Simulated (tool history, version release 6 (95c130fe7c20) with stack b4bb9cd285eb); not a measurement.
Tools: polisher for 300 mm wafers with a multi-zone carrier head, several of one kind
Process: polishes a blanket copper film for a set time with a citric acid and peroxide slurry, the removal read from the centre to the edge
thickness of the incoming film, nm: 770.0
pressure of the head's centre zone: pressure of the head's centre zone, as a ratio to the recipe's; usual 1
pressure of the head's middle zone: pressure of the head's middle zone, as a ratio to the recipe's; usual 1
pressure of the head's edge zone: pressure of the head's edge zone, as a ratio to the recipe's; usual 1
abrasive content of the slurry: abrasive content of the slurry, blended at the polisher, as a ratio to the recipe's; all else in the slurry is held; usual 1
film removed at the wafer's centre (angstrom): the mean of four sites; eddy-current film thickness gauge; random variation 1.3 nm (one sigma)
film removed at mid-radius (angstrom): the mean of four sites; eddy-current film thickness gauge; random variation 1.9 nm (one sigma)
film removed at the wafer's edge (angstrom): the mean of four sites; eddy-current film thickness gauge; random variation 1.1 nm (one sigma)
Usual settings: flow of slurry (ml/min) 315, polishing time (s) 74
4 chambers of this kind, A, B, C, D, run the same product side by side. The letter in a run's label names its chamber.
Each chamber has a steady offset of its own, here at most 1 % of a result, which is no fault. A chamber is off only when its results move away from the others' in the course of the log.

| run | hour | flow of slurry (ml/min) | pressure of the head's centre zone | pressure of the head's middle zone | pressure of the head's edge zone | abrasive content of the slurry | polishing time (s) | film removed at the wafer's centre (angstrom) | film removed at mid-radius (angstrom) | film removed at the wafer's edge (angstrom) |
|---|---|---|---|---|---|---|---|---|---|---|
| 1B | 6 | 315 | 1 | 1 | 1 | 1 | 74 | 1746.4 | 1723.2 | 1774.1 |
| 2A | 10.8 | 315 | 1 | 1 | 1 | 1 | 74 | 1735.1 | 1764.9 | 1763 |
|  | 18.5 | chamber D: slurry nozzle cleaned |
| 3C | 20 | 315 | 1 | 1 | 1 | 1 | 74 | 1765.6 | 1736.1 | 1784.1 |
| 4D | 25.2 | 315 | 1 | 1 | 1 | 1 | 74 | 1771 | 1761 | 1733.8 |
| 5C | 33.3 | 315 | 1 | 1 | 1 | 1 | 74 | 1770.8 | 1769.3 | 1758.3 |
| 6B | 39 | 315 | 1 | 1 | 1 | 1 | 74 | 1736.5 | 1773.3 | 1733.4 |
|  | 44.2 | chamber A: worn pad replaced by a new one |
| 7D | 44.7 | 315 | 1 | 1 | 1 | 1 | 74 | 1761 | 1751.4 | 1734.1 |
|  | 45.3 | chamber C: worn pad replaced by a new one |
| 8A | 52.6 | 315 | 1 | 1 | 1 | 1 | 74 | 1767.9 | 1766.6 | 1751.4 |
| 9D | 58.1 | 315 | 1 | 1 | 1 | 1 | 74 | 1767.8 | 1779.7 | 1756.5 |
|  | 58.2 | chamber B: worn pad replaced by a new one |
| 10A | 65.4 | 315 | 1 | 1 | 1 | 1 | 74 | 1758.7 | 1747 | 1752.9 |
|  | 70 | chamber C: edge zone pressure recalibrated |
| 11B | 73.9 | 315 | 1 | 1 | 1 | 1 | 74 | 1761.6 | 1737.4 | 1743.5 |
| 12C | 83 | 315 | 1 | 1 | 1 | 1 | 74 | 1754.1 | 1729.7 | 1762.6 |
| 13C | 91.8 | 315 | 1 | 1 | 1 | 1 | 74 | 1763.8 | 1732 | 1751.8 |
| 14B | 96.9 | 220 | 1 | 1 | 1 | 1 | 74 | 1678 | 1704.9 | 1692.5 |
|  | 101.8 | chamber D: worn pad replaced by a new one |
| 15A | 104.9 | 220 | 1 | 1 | 1 | 1 | 74 | 1637 | 1638.3 | 1680.3 |
|  | 105 | chamber A: worn pad replaced by a new one |
| 16D | 110.2 | 220 | 1 | 1 | 1 | 1 | 74 | 1694.8 | 1729.8 | 1710.1 |
|  | 110.6 | chamber C: worn pad replaced by a new one |
| 17A | 119.2 | 220 | 1 | 1 | 1 | 1 | 74 | 1632.6 | 1678.8 | 1664.1 |
|  | 124.6 | chamber A: edge zone pressure recalibrated |
| 18C | 126 | 315 | 1 | 1 | 1 | 1 | 74 | 1782.8 | 1733.2 | 1779.4 |
| 19B | 134.5 | 315 | 1 | 1 | 1 | 1 | 74 | 1754.6 | 1716.4 | 1764.7 |
| 20D | 139.3 | 315 | 1 | 1 | 1 | 1 | 74 | 1761.3 | 1755.3 | 1755.7 |
|  | 144.2 | chamber D: centre zone pressure recalibrated |
| 21B | 149.4 | 315 | 1 | 1 | 1 | 1 | 74 | 1775.7 | 1749.5 | 1756.9 |
| 22D | 156 | 315 | 1 | 1 | 1 | 1 | 74 | 1740.3 | 1776.3 | 1744.3 |
| 23C | 161.5 | 315 | 1 | 1 | 1 | 1 | 74 | 1745.4 | 1739.7 | 1738.3 |
|  | 163.5 | chamber B: worn pad replaced by a new one |
|  | 170.4 | chamber C: worn pad replaced by a new one |
| 24A | 170.6 | 315 | 1 | 1 | 1 | 1 | 74 | 1688.5 | 1707.3 | 1721.9 |
|  | 176.8 | chamber A: worn pad replaced by a new one |
| 25C | 179.7 | 315 | 1 | 1 | 1 | 1 | 74 | 1775.4 | 1751.7 | 1747.8 |
| 26A | 190 | 315 | 1 | 1 | 1 | 1.2 | 74 | 1753.1 | 1767.8 | 1790.8 |
| 27B | 197.4 | 315 | 1 | 1 | 1 | 1.2 | 74 | 1842.9 | 1786.9 | 1829.4 |
| 28D | 206.1 | 315 | 1 | 1 | 1 | 1.2 | 74 | 1838.5 | 1833.5 | 1831.6 |
| 29A | 210.7 | 315 | 1 | 1 | 1 | 1.2 | 74 | 1739.8 | 1763.9 | 1750.3 |
| 30C | 216.9 | 315 | 1 | 1 | 1 | 1 | 74 | 1767.4 | 1745.4 | 1772.8 |

All 4 chambers run these settings next. Forecast each chamber's results:
| 31A | 224.4 | 315 | 1 | 1 | 1 | 1 | 74 | ? | ? | ? |
| 31B | 224.4 | 315 | 1 | 1 | 1 | 1 | 74 | ? | ? | ? |
| 31C | 224.4 | 315 | 1 | 1 | 1 | 1 | 74 | ? | ? | ? |
| 31D | 224.4 | 315 | 1 | 1 | 1 | 1 | 74 | ? | ? | ? |

| run | film removed at the wafer's centre (angstrom) | film removed at mid-radius (angstrom) | film removed at the wafer's edge (angstrom) |
|---|---|---|---|
| 31A | 1673.6 | 1662.6 | 1688.6 |
| 31B | 1778 | 1737.8 | 1760.9 |
| 31C | 1752.5 | 1749.7 | 1747.4 |
| 31D | 1770.9 | 1752.4 | 1749 |
